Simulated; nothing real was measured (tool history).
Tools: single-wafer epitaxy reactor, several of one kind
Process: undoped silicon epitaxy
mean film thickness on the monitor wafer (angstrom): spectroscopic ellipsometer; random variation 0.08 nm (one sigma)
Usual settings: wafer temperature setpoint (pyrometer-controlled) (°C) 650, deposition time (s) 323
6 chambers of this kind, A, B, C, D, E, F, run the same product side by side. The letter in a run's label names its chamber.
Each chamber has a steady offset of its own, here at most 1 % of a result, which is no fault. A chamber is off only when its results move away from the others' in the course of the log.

run	day	wafer temperature setpoint (pyrometer-controlled) (°C)	deposition time (s)	hours since the last pyrometer calibration	read-back reference wafer on the same gauge, thickness_nm	mean film thickness on the monitor wafer (angstrom)
1B	0.188	650	323	1843.7	52.521	545.49
2F	0.362	650	323	2189.9	52.501	542.24
3D	0.7	650	323	684.4	52.547	548.83
4E	1.021	650	323	2381.9	52.528	539.19
5C	1.221	650	323	479	52.55	537.76
6A	1.392	650	323	995.4	52.537	542.26
7C	1.625	650	323	488.7	52.541	539.25
8E	1.962	650	323	2404.5	52.551	538.67
9A	2.125	650	323	1013	52.555	542.35
10F	2.396	650	323	2238.7	52.567	543.1
11B	2.583	650	386	1901.2	52.588	654.5
12D	2.85	650	386	736	52.61	656.33
13A	3.171	650	386	1038.1	52.598	649.42
14E	3.35	650	386	2437.8	52.602	643.93
15C	3.671	650	386	537.8	52.603	644.95
16F	3.875	650	386	2274.2	52.617	651.97
17D	4.15	650	323	767.2	52.625	550.09
18B	4.321	650	323	1942.9	52.619	546.48
19B	4.525	650	323	1947.8	52.632	547.84
20A	4.683	650	323	1074.4	52.654	545.08
21E	4.858	650	323	2474	52.633	538.7
22F	5.1	650	323	2303.6	52.675	545.31
23D	5.254	650	323	793.7	52.667	548.72
24C	5.592	650	323	583.9	52.679	541.47
25E	5.888	650	323	2498.7	52.673	541.09
26F	6.183	650	323	2329.6	52.697	546.32
27C	6.496	650	323	605.6	52.692	540.68
28A	6.704	650	323	1122.9	52.721	543.67
# day 6.712: chamber F: pyrometer calibrated
29B	7.042	650	323	2008.2	52.734	548.06
30D	7.325	650	286	843.4	52.716	486.87
31E	7.492	650	286	2537.2	52.748	478.2
32A	7.804	650	286	1149.3	52.731	481.6
33B	8.075	650	286	2033	52.745	486.03
34C	8.325	650	286	649.5	52.748	479.76
35D	8.612	650	286	874.3	52.756	486.71
36F	8.862	650	323	51.7	52.777	547.11
37D	9.171	650	323	887.7	52.793	551.67
38A	9.392	643	360	1187.4	52.783	520.15
39B	9.65	643	360	2070.8	52.814	525.57
40E	9.812	643	360	2592.9	52.789	517.73
41F	10.096	643	360	81.3	52.842	522.5

Is one chamber off against the others, does the gauge drift, or is nothing wrong? If a chamber is off, say which, and what the likeliest cause is.

The gauge drifts, so all chambers seem to drift together. No chamber is off.
Cause: gauge reads high (%) = 0.604.

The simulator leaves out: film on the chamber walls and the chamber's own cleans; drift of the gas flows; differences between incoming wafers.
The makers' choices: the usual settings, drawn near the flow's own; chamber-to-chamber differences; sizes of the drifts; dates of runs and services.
